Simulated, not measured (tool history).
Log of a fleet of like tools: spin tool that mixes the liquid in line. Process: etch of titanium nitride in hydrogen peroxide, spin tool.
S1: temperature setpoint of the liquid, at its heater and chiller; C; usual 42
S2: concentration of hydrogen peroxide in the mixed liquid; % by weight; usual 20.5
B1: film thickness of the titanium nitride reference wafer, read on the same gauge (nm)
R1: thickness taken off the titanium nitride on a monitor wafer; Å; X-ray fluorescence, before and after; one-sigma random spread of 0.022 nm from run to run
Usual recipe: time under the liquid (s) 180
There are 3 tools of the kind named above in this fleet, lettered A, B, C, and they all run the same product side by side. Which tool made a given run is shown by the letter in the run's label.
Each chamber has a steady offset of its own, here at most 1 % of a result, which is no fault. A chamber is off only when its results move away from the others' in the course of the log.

Run 1B, hour 6.3: usual settings; B1 39.985. Result: R1 52.588 Å.
Run 2C, hour 14.1: usual settings; B1 39.949. Result: R1 52.383 Å.
Run 3A, hour 19.7: usual settings; B1 39.998. Result: R1 52.869 Å.
Run 4C, hour 29.4: usual settings; B1 39.969. Result: R1 53.056 Å.
Run 5A, hour 34: usual settings but S1 46 C, time under the liquid (s) 240; B1 40.015. Result: R1 95.515 Å.
Run 6B, hour 41.1: usual settings but S1 46 C, time under the liquid (s) 240; B1 40.045. Result: R1 95.217 Å.
Run 7B, hour 51.4: usual settings but S1 46 C, time under the liquid (s) 240; B1 40.018. Result: R1 94.978 Å.
Run 8A, hour 61.1: usual settings; B1 40.016. Result: R1 52.608 Å.
Run 9C, hour 68.4: usual settings; B1 39.988. Result: R1 52.836 Å.
Run 10A, hour 76.1: usual settings; B1 40.009. Result: R1 53.094 Å.
Run 11B, hour 82.3: usual settings but S1 33 C; B1 40.023. Result: R1 25.941 Å.
Run 12C, hour 89.4: usual settings but S1 33 C; B1 39.98. Result: R1 25.784 Å.
Run 13B, hour 98.8: usual settings but S1 33 C; B1 40.003. Result: R1 25.796 Å.
Run 14C, hour 106.9: usual settings; B1 40.013. Result: R1 52.199 Å.
Run 15A, hour 111.6: usual settings; B1 39.963. Result: R1 52.565 Å.
Run 16C, hour 116.3: usual settings; B1 39.938. Result: R1 52.179 Å.
Run 17A, hour 122.6: usual settings; B1 40.015. Result: R1 52.754 Å.
Run 18B, hour 128.8: usual settings; B1 40.049. Result: R1 52.728 Å.
Run 19C, hour 135.3: usual settings; B1 39.954. Result: R1 51.475 Å.
Run 20B, hour 143.2: usual settings; B1 39.953. Result: R1 52.582 Å.
Run 21A, hour 152.2: usual settings; B1 40.058. Result: R1 52.628 Å.
Run 22B, hour 157.9: usual settings; B1 39.95. Result: R1 53.188 Å.
Run 23C, hour 164.2: usual settings; B1 39.973. Result: R1 51.382 Å.
Run 24A, hour 173.3: usual settings but S1 33.5 C, time under the liquid (s) 285; B1 40.06. Result: R1 42.699 Å.
Run 25A, hour 181.1: usual settings but S1 33.5 C, time under the liquid (s) 285; B1 39.977. Result: R1 42.883 Å.
Run 26C, hour 187.6: usual settings but S1 33.5 C, time under the liquid (s) 285; B1 40.013. Result: R1 41.202 Å.
Run 27B, hour 196.5: usual settings but S1 37.5 C; B1 40.005. Result: R1 37.2 Å.
Run 28A, hour 206.6: usual settings but S1 37.5 C; B1 40.042. Result: R1 37.153 Å.
Run 29B, hour 211.6: usual settings but S1 37.5 C; B1 39.994. Result: R1 37.278 Å.
Run 30C, hour 216.3: usual settings; B1 39.988. Result: R1 50.291 Å.
Run 31A, hour 224.4: usual settings; B1 40.028. Result: R1 52.755 Å.
Run 32B, hour 234.3: usual settings; B1 39.991. Result: R1 52.998 Å.
Run 33C, hour 241.3: usual settings but S1 37.5 C; B1 40.017. Result: R1 35.298 Å.
Run 34A, hour 246.4: usual settings but S1 37.5 C; B1 40.005. Result: R1 36.936 Å.
At hour 246.9: chamber C: heated supply line repaired.
At hour 248: chamber B: peroxide flow meter replaced.
Run 35B, hour 256.1: usual settings but S1 37.5 C; B1 40.01. Result: R1 37.028 Å.
Run 36C, hour 262.8: usual settings; B1 40.021. Result: R1 49.741 Å.

All chambers now run identical settings, listed one chamber a line with results as question marks. What results will each chamber show?
Run 37A, hour 270.3: usual settings but S1 37 C. Result: R1 ?.
Run 37B, hour 270.3: usual settings but S1 37 C. Result: R1 ?.
Run 37C, hour 270.3: usual settings but S1 37 C. Result: R1 ?.

run      R1
37A  35.757
37B  35.796
37C  33.184
